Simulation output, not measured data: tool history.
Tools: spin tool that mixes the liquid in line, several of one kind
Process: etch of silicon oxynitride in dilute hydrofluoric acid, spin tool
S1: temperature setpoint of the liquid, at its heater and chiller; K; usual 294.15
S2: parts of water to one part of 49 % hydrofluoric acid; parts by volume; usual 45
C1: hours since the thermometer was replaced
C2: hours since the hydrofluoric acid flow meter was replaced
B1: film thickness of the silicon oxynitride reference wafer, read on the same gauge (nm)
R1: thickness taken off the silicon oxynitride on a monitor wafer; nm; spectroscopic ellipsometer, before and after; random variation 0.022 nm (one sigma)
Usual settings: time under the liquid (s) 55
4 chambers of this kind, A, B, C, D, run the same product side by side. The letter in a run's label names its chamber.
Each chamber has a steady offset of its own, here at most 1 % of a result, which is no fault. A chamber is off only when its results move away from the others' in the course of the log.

Run 1B, day 0.217: usual settings; C1 872.6; C2 924.1; B1 79.989. Result: R1 3.8481 nm.
At day 0.367: chamber A: thermometer replaced.
Run 2D, day 0.388: usual settings; C1 905.7; C2 12.7; B1 80.010. Result: R1 3.9068 nm.
Run 3A, day 0.717: usual settings; C1 8.5; C2 314.5; B1 80.008. Result: R1 3.8986 nm.
Run 4C, day 0.933: usual settings; C1 574.6; C2 81.5; B1 80.000. Result: R1 3.8918 nm.
Run 5B, day 1.204: usual settings; C1 896.3; C2 947.8; B1 80.006. Result: R1 3.8146 nm.
Run 6C, day 1.483: usual settings; C1 587.8; C2 94.7; B1 80.000. Result: R1 3.8863 nm.
Run 7A, day 1.654: usual settings but S1 292.15 K, S2 30 parts by volume; C1 31.0; C2 337.0; B1 80.012. Result: R1 5.3379 nm.
Run 8D, day 1.946: usual settings but S1 292.15 K, S2 30 parts by volume; C1 943.1; C2 50.1; B1 79.992. Result: R1 5.3544 nm.
Run 9A, day 2.112: usual settings but S1 292.15 K, S2 30 parts by volume; C1 42.0; C2 348.0; B1 80.005. Result: R1 5.3495 nm.
Run 10D, day 2.292: usual settings but S1 292.15 K, S2 30 parts by volume; C1 951.4; C2 58.4; B1 80.003. Result: R1 5.3593 nm.
Run 11B, day 2.600: usual settings; C1 929.8; C2 981.3; B1 80.000. Result: R1 3.8491 nm.
Run 12C, day 2.821: usual settings but S2 25 parts by volume; C1 619.9; C2 126.8; B1 79.992. Result: R1 7.0204 nm.
At day 2.946: chamber B: hydrofluoric acid flow meter replaced.
Run 13A, day 3.058: usual settings but S2 25 parts by volume; C1 64.7; C2 370.7; B1 80.006. Result: R1 7.2071 nm.
Run 14B, day 3.279: usual settings but S2 25 parts by volume; C1 946.1; C2 8.0; B1 80.000. Result: R1 7.1465 nm.
Run 15C, day 3.546: usual settings but S2 25 parts by volume; C1 637.3; C2 144.2; B1 79.993. Result: R1 7.0523 nm.
Run 16D, day 3.775: usual settings; C1 987.0; C2 94.0; B1 80.010. Result: R1 3.9447 nm.
Run 17C, day 3.958: usual settings but time under the liquid (s) 80; C1 647.2; C2 154.1; B1 80.001. Result: R1 5.6872 nm.
Run 18D, day 4.175: usual settings but time under the liquid (s) 80; C1 996.6; C2 103.6; B1 79.996. Result: R1 5.6583 nm.
Run 19B, day 4.475: usual settings but time under the liquid (s) 80; C1 974.8; C2 36.7; B1 80.000. Result: R1 5.5675 nm.
Run 20A, day 4.642: usual settings but time under the liquid (s) 80; C1 102.7; C2 408.7; B1 80.006. Result: R1 5.7061 nm.
Run 21A, day 4.833: usual settings; C1 107.3; C2 413.3; B1 79.986. Result: R1 3.9179 nm.
Run 22C, day 5.062: usual settings; C1 673.7; C2 180.6; B1 79.985. Result: R1 3.8937 nm.
Run 23D, day 5.238: usual settings; C1 1022.1; C2 129.1; B1 79.978. Result: R1 3.9146 nm.
Run 24B, day 5.579: usual settings; C1 1001.3; C2 63.2; B1 79.990. Result: R1 3.8433 nm.

What goes on in this fleet: one chamber off, a drifting gauge, or nothing beyond the chambers' own small offsets? Name the chamber and the cause, if any.

No chamber stands off beyond its own small offset, and the gauge holds steady.
